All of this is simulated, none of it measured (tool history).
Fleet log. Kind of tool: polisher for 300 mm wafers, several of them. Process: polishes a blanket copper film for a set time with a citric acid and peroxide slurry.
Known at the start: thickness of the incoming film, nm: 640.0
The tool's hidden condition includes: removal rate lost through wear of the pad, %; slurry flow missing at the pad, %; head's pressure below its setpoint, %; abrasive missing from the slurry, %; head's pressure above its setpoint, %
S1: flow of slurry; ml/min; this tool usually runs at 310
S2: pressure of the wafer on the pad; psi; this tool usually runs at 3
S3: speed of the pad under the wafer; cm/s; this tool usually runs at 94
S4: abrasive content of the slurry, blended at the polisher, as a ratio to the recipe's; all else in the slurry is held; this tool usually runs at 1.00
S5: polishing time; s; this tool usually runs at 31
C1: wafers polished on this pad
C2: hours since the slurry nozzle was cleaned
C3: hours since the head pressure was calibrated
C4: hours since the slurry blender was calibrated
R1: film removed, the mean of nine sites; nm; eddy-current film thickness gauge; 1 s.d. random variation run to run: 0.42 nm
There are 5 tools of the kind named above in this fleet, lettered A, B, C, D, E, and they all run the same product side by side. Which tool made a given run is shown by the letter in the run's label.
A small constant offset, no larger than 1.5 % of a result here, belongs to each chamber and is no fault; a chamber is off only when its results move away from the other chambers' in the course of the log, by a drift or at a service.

-- hour=7.7 chamber D: worn pad replaced by a new one
run 1A hour=14.5 | S1=310 S2=3 S3=94 S4=1.00 S5=31 | C1=623 C2=481.7 C3=571.1 C4=141.7 | R1=52.533
-- hour=16.0 chamber C: slurry blender recalibrated
run 2C hour=25.4 | S1=310 S2=3 S3=94 S4=1.00 S5=31 | C1=280 C2=365.5 C3=546.9 C4=9.5 | R1=53.789
-- hour=35.5 chamber E: worn pad replaced by a new one
run 3B hour=39.2 | S1=310 S2=3 S3=94 S4=1.00 S5=31 | C1=777 C2=100.5 C3=174.4 C4=369.4 | R1=53.125
-- hour=51.5 chamber B: slurry blender recalibrated
run 4E hour=54.3 | S1=310 S2=3 S3=94 S4=1.00 S5=31 | C1=195 C2=447.1 C3=601.2 C4=112.6 | R1=53.703
-- hour=61.0 chamber A: worn pad replaced by a new one
run 5D hour=68.0 | S1=310 S2=3 S3=94 S4=1.25 S5=31 | C1=626 C2=554.4 C3=796.7 C4=117.1 | R1=55.174
run 6C hour=78.2 | S1=310 S2=3 S3=94 S4=1.25 S5=31 | C1=828 C2=418.3 C3=599.7 C4=62.3 | R1=55.849
run 7A hour=87.6 | S1=310 S2=3 S3=94 S4=1.25 S5=31 | C1=276 C2=554.8 C3=644.2 C4=214.8 | R1=54.480
-- hour=88.0 chamber D: worn pad replaced by a new one
run 8B hour=97.5 | S1=310 S2=3 S3=94 S4=1.25 S5=31 | C1=1382 C2=158.8 C3=232.7 C4=46.1 | R1=55.743
-- hour=103.8 chamber A: slurry blender recalibrated
run 9D hour=107.9 | S1=310 S2=3 S3=94 S4=1.25 S5=31 | C1=207 C2=594.3 C3=836.6 C4=157.0 | R1=55.306
-- hour=109.3 chamber B: worn pad replaced by a new one
-- hour=114.3 chamber C: worn pad replaced by a new one
run 10E hour=118.2 | S1=310 S2=3 S3=94 S4=1.00 S5=31 | C1=858 C2=511.0 C3=665.1 C4=176.5 | R1=53.646
run 11A hour=126.3 | S1=310 S2=3 S3=94 S4=1.00 S5=31 | C1=678 C2=593.5 C3=682.9 C4=22.5 | R1=51.528
-- hour=130.4 chamber D: slurry nozzle cleaned
run 12E hour=137.0 | S1=310 S2=3 S3=94 S4=1.00 S5=31 | C1=1053 C2=529.8 C3=683.9 C4=195.3 | R1=53.784
run 13D hour=148.5 | S1=310 S2=3 S3=94 S4=1.00 S5=31 | C1=628 C2=18.1 C3=877.2 C4=197.6 | R1=53.227
-- hour=151.3 chamber E: worn pad replaced by a new one
-- hour=151.9 chamber A: worn pad replaced by a new one
run 14C hour=159.1 | S1=310 S2=3 S3=94 S4=1.00 S5=31 | C1=465 C2=499.2 C3=680.6 C4=143.2 | R1=53.668
run 15B hour=170.5 | S1=310 S2=3 S3=94 S4=1.00 S5=31 | C1=635 C2=231.8 C3=305.7 C4=119.1 | R1=52.903
-- hour=178.3 chamber D: worn pad replaced by a new one
run 16E hour=179.6 | S1=310 S2=3 S3=94 S4=1.00 S5=31 | C1=293 C2=572.4 C3=726.5 C4=237.9 | R1=53.069
-- hour=179.9 chamber C: head pressure recalibrated
-- hour=182.7 chamber E: slurry blender recalibrated
run 17C hour=190.5 | S1=310 S2=3 S3=94 S4=1.00 S5=31 | C1=791 C2=530.6 C3=10.7 C4=174.6 | R1=52.686
run 18B hour=199.6 | S1=310 S2=3 S3=94 S4=1.00 S5=31 | C1=937 C2=260.9 C3=334.8 C4=148.2 | R1=53.782
-- hour=209.8 chamber C: worn pad replaced by a new one
run 19A hour=214.6 | S1=310 S2=3 S3=94 S4=1.00 S5=31 | C1=651 C2=681.8 C3=771.2 C4=110.8 | R1=49.819
run 20D hour=221.4 | S1=310 S2=3 S3=94 S4=1.00 S5=31 | C1=447 C2=91.0 C3=950.1 C4=270.5 | R1=52.569
run 21E hour=231.7 | S1=310 S2=3 S3=94 S4=1.00 S5=31 | C1=834 C2=624.5 C3=778.6 C4=49.1 | R1=53.935
run 22D hour=244.1 | S1=310 S2=3 S3=94 S4=1.00 S5=31 | C1=683 C2=113.7 C3=972.8 C4=293.2 | R1=52.351
-- hour=251.0 chamber E: worn pad replaced by a new one
run 23C hour=252.2 | S1=310 S2=3 S3=94 S4=1.00 S5=31 | C1=440 C2=592.3 C3=72.4 C4=236.3 | R1=54.106
-- hour=262.4 chamber B: worn pad replaced by a new one
run 24A hour=262.5 | S1=310 S2=3 S3=94 S4=1.00 S5=31 | C1=1148 C2=729.7 C3=819.1 C4=158.7 | R1=49.560
-- hour=264.2 chamber A: worn pad replaced by a new one
-- hour=274.7 chamber D: worn pad replaced by a new one
run 25B hour=275.1 | S1=310 S2=3 S3=94 S4=1.00 S5=31 | C1=132 C2=336.4 C3=410.3 C4=223.7 | R1=53.873
run 26D hour=286.1 | S1=310 S2=3 S3=94 S4=1.00 S5=31 | C1=118 C2=155.7 C3=1014.8 C4=335.2 | R1=52.916
run 27E hour=294.3 | S1=310 S2=3 S3=94 S4=1.00 S5=31 | C1=450 C2=687.1 C3=841.2 C4=111.7 | R1=53.835
-- hour=298.5 chamber A: slurry blender recalibrated
run 28B hour=308.8 | S1=310 S2=3 S3=94 S4=1.00 S5=31 | C1=481 C2=370.1 C3=444.0 C4=257.4 | R1=53.157
run 29C hour=322.1 | S1=310 S2=3 S3=76 S4=1.00 S5=31 | C1=1166 C2=662.2 C3=142.3 C4=306.2 | R1=42.654
run 30A hour=333.8 | S1=310 S2=3 S3=76 S4=1.00 S5=31 | C1=723 C2=801.0 C3=890.4 C4=35.4 | R1=39.275

Has any chamber moved away from the others, gradually or after a service, or does the common gauge drift, or do the chambers differ only by their own small steady offsets? State the chamber and the most likely cause if one applies.

Chamber A drifts away from the others.
What lies behind it: head's pressure below its setpoint, % = 9.29.

Below are 4 candidate recipes for chamber A's next run, each the usual settings with a change, their results shown as question marks. Which of them brings A's results back in line with what the other chambers give on the usual settings?
Maximum distance from the other chambers' mean on the usual settings for a result to count as in line: R1 1.500 nm
run 31A-1 hour=344.7 | S1=310 S2=3.2 S3=94 S4=1.00 S5=31 | R1=?
run 31A-2 hour=344.7 | S1=310 S2=2.9 S3=90 S4=1.00 S5=30 | R1=?
run 31A-3 hour=344.7 | S1=310 S2=2.9 S3=92 S4=1.00 S5=31 | R1=?
run 31A-4 hour=344.7 | S1=310 S2=3.1 S3=98 S4=1.00 S5=32 | R1=?

What the other chambers average on the usual settings: R1 53.161 nm
run=31A-1 R1=50.698
run=31A-2 R1=42.771
run=31A-3 R1=45.134
run=31A-4 R1=52.810
The right change is 31A-4: it brings the chamber back within the allowed miss of the others.

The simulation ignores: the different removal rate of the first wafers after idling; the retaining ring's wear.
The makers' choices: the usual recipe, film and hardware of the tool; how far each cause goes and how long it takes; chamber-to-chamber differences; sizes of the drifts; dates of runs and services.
